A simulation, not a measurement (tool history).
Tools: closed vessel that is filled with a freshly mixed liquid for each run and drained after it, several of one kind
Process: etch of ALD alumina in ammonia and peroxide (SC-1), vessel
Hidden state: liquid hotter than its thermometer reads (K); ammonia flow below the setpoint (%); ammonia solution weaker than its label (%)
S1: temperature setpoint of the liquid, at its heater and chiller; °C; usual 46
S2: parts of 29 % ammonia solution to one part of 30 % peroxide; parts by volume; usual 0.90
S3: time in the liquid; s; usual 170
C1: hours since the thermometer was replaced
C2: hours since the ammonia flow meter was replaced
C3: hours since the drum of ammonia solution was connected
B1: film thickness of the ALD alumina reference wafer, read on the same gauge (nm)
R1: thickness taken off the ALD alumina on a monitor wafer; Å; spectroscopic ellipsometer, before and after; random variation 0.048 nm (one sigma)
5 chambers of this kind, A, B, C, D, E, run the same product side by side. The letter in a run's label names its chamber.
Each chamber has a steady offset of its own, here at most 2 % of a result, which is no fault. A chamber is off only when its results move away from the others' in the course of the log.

{"run": "1B", "hour": 7.4, "S1": 46, "S2": 0.9, "S3": 170, "C1": 393.8, "C2": 1831.6, "C3": 77.0, "B1": 69.972, "R1": 96.098}
{"run": "2A", "hour": 17.3, "S1": 46, "S2": 0.9, "S3": 170, "C1": 887.3, "C2": 257.8, "C3": 292.6, "B1": 70.035, "R1": 99.16}
{"hour": 19.5, "done": "chamber E: ammonia flow meter replaced"}
{"hour": 26.3, "done": "chamber B: ammonia flow meter replaced"}
{"run": "3D", "hour": 33.9, "S1": 46, "S2": 0.9, "S3": 170, "C1": 841.9, "C2": 370.9, "C3": 868.5, "B1": 69.986, "R1": 97.115}
{"run": "4C", "hour": 41.9, "S1": 46, "S2": 0.9, "S3": 170, "C1": 1011.4, "C2": 384.5, "C3": 869.8, "B1": 70.021, "R1": 97.186}
{"run": "5E", "hour": 57.2, "S1": 46, "S2": 0.9, "S3": 170, "C1": 2772.7, "C2": 37.7, "C3": 890.8, "B1": 69.996, "R1": 96.588}
{"run": "6D", "hour": 69.6, "S1": 46, "S2": 0.9, "S3": 170, "C1": 877.6, "C2": 406.6, "C3": 904.2, "B1": 70.014, "R1": 96.949}
{"hour": 72.3, "done": "chamber C: thermometer replaced"}
{"run": "7E", "hour": 79.3, "S1": 46, "S2": 0.9, "S3": 170, "C1": 2794.8, "C2": 59.8, "C3": 912.9, "B1": 69.993, "R1": 97.736}
{"run": "8C", "hour": 87.3, "S1": 46, "S2": 0.9, "S3": 170, "C1": 15.1, "C2": 429.9, "C3": 915.2, "B1": 69.981, "R1": 96.895}
{"hour": 93.9, "done": "chamber D: new drum of ammonia solution connected"}
{"run": "9B", "hour": 96.1, "S1": 53, "S2": 0.9, "S3": 170, "C1": 482.5, "C2": 69.9, "C3": 165.7, "B1": 70.027, "R1": 140.11}
{"hour": 103.6, "done": "chamber C: new drum of ammonia solution connected"}
{"run": "10A", "hour": 105.4, "S1": 53, "S2": 0.9, "S3": 170, "C1": 975.4, "C2": 345.9, "C3": 380.7, "B1": 69.986, "R1": 146.98}
{"run": "11C", "hour": 115.4, "S1": 53, "S2": 0.9, "S3": 170, "C1": 43.2, "C2": 458.0, "C3": 11.9, "B1": 70.012, "R1": 143.27}
{"run": "12A", "hour": 127.5, "S1": 53, "S2": 0.9, "S3": 170, "C1": 997.5, "C2": 368.0, "C3": 402.8, "B1": 69.982, "R1": 145.16}
{"run": "13D", "hour": 141.7, "S1": 53, "S2": 0.9, "S3": 170, "C1": 949.7, "C2": 478.7, "C3": 47.8, "B1": 70.002, "R1": 144.85}
{"run": "14E", "hour": 157.7, "S1": 46, "S2": 0.9, "S3": 170, "C1": 2873.2, "C2": 138.2, "C3": 991.3, "B1": 69.987, "R1": 96.495}
{"hour": 167.2, "done": "chamber E: thermometer replaced"}
{"run": "15B", "hour": 168.1, "S1": 46, "S2": 0.9, "S3": 170, "C1": 554.5, "C2": 141.9, "C3": 237.7, "B1": 70.005, "R1": 96.862}
{"run": "16C", "hour": 179.9, "S1": 46, "S2": 1.05, "S3": 170, "C1": 107.7, "C2": 522.5, "C3": 76.4, "B1": 70.002, "R1": 98.703}
{"run": "17A", "hour": 190.2, "S1": 46, "S2": 1.05, "S3": 170, "C1": 1060.2, "C2": 430.7, "C3": 465.5, "B1": 70.02, "R1": 100.5}
{"run": "18D", "hour": 202.0, "S1": 46, "S2": 1.05, "S3": 170, "C1": 1010.0, "C2": 539.0, "C3": 108.1, "B1": 70.016, "R1": 98.388}
{"run": "19B", "hour": 212.6, "S1": 46, "S2": 1.05, "S3": 170, "C1": 599.0, "C2": 186.4, "C3": 282.2, "B1": 69.988, "R1": 97.998}
{"run": "20E", "hour": 222.3, "S1": 46, "S2": 1.05, "S3": 170, "C1": 55.1, "C2": 202.8, "C3": 1055.9, "B1": 69.996, "R1": 98.293}
{"run": "21A", "hour": 232.7, "S1": 39, "S2": 0.9, "S3": 170, "C1": 1102.7, "C2": 473.2, "C3": 508.0, "B1": 69.99, "R1": 66.01}
{"run": "22E", "hour": 241.1, "S1": 39, "S2": 0.9, "S3": 170, "C1": 73.9, "C2": 221.6, "C3": 1074.7, "B1": 69.983, "R1": 64.972}
{"run": "23C", "hour": 255.9, "S1": 39, "S2": 0.9, "S3": 170, "C1": 183.7, "C2": 598.5, "C3": 152.4, "B1": 69.995, "R1": 63.835}
{"run": "24D", "hour": 263.8, "S1": 39, "S2": 0.9, "S3": 170, "C1": 1071.8, "C2": 600.8, "C3": 169.9, "B1": 69.946, "R1": 64.618}
{"run": "25B", "hour": 272.8, "S1": 39, "S2": 0.9, "S3": 170, "C1": 659.2, "C2": 246.6, "C3": 342.4, "B1": 70.026, "R1": 64.118}
{"run": "26C", "hour": 281.8, "S1": 46, "S2": 0.9, "S3": 170, "C1": 209.6, "C2": 624.4, "C3": 178.3, "B1": 69.985, "R1": 97.353}
{"run": "27A", "hour": 295.1, "S1": 46, "S2": 0.9, "S3": 170, "C1": 1165.1, "C2": 535.6, "C3": 570.4, "B1": 69.986, "R1": 100.6}
{"run": "28D", "hour": 310.1, "S1": 46, "S2": 0.9, "S3": 170, "C1": 1118.1, "C2": 647.1, "C3": 216.2, "B1": 70.029, "R1": 97.926}
{"run": "29E", "hour": 319.0, "S1": 46, "S2": 0.9, "S3": 170, "C1": 151.8, "C2": 299.5, "C3": 1152.6, "B1": 69.976, "R1": 97.224}
{"run": "30B", "hour": 328.1, "S1": 46, "S2": 0.9, "S3": 170, "C1": 714.5, "C2": 301.9, "C3": 397.7, "B1": 70.017, "R1": 95.076}
{"run": "31B", "hour": 344.3, "S1": 46, "S2": 0.9, "S3": 170, "C1": 730.7, "C2": 318.1, "C3": 413.9, "B1": 69.999, "R1": 95.967}
{"run": "32A", "hour": 356.8, "S1": 46, "S2": 0.9, "S3": 170, "C1": 1226.8, "C2": 597.3, "C3": 632.1, "B1": 69.977, "R1": 101.5}
{"run": "33E", "hour": 364.1, "S1": 38, "S2": 0.9, "S3": 170, "C1": 196.9, "C2": 344.6, "C3": 1197.7, "B1": 69.991, "R1": 60.938}
{"run": "34C", "hour": 371.4, "S1": 38, "S2": 0.9, "S3": 170, "C1": 299.2, "C2": 714.0, "C3": 267.9, "B1": 70.009, "R1": 60.139}
{"run": "35D", "hour": 379.6, "S1": 38, "S2": 0.9, "S3": 170, "C1": 1187.6, "C2": 716.6, "C3": 285.7, "B1": 69.97, "R1": 60.287}
{"run": "36C", "hour": 391.8, "S1": 38, "S2": 0.9, "S3": 170, "C1": 319.6, "C2": 734.4, "C3": 288.3, "B1": 70.005, "R1": 60.804}
{"run": "37E", "hour": 406.6, "S1": 38, "S2": 0.9, "S3": 170, "C1": 239.4, "C2": 387.1, "C3": 1240.2, "B1": 69.976, "R1": 61.072}
{"run": "38A", "hour": 414.9, "S1": 46, "S2": 0.9, "S3": 170, "C1": 1284.9, "C2": 655.4, "C3": 690.2, "B1": 70.034, "R1": 101.35}
{"run": "39B", "hour": 422.3, "S1": 46, "S2": 0.9, "S3": 170, "C1": 808.7, "C2": 396.1, "C3": 491.9, "B1": 69.983, "R1": 95.275}
{"run": "40D", "hour": 432.6, "S1": 46, "S2": 0.9, "S3": 170, "C1": 1240.6, "C2": 769.6, "C3": 338.7, "B1": 69.986, "R1": 97.817}

All 5 chambers run these settings next. Forecast each chamber's results:
{"run": "41A", "hour": 444.5, "S1": 46, "S2": 0.9, "S3": 170, "R1": "?"}
{"run": "41B", "hour": 444.5, "S1": 46, "S2": 0.9, "S3": 170, "R1": "?"}
{"run": "41C", "hour": 444.5, "S1": 46, "S2": 0.9, "S3": 170, "R1": "?"}
{"run": "41D", "hour": 444.5, "S1": 46, "S2": 0.9, "S3": 170, "R1": "?"}
{"run": "41E", "hour": 444.5, "S1": 46, "S2": 0.9, "S3": 170, "R1": "?"}

run=41A R1=101.230
run=41B R1=95.690
run=41C R1=96.699
run=41D R1=97.349
run=41E R1=97.004
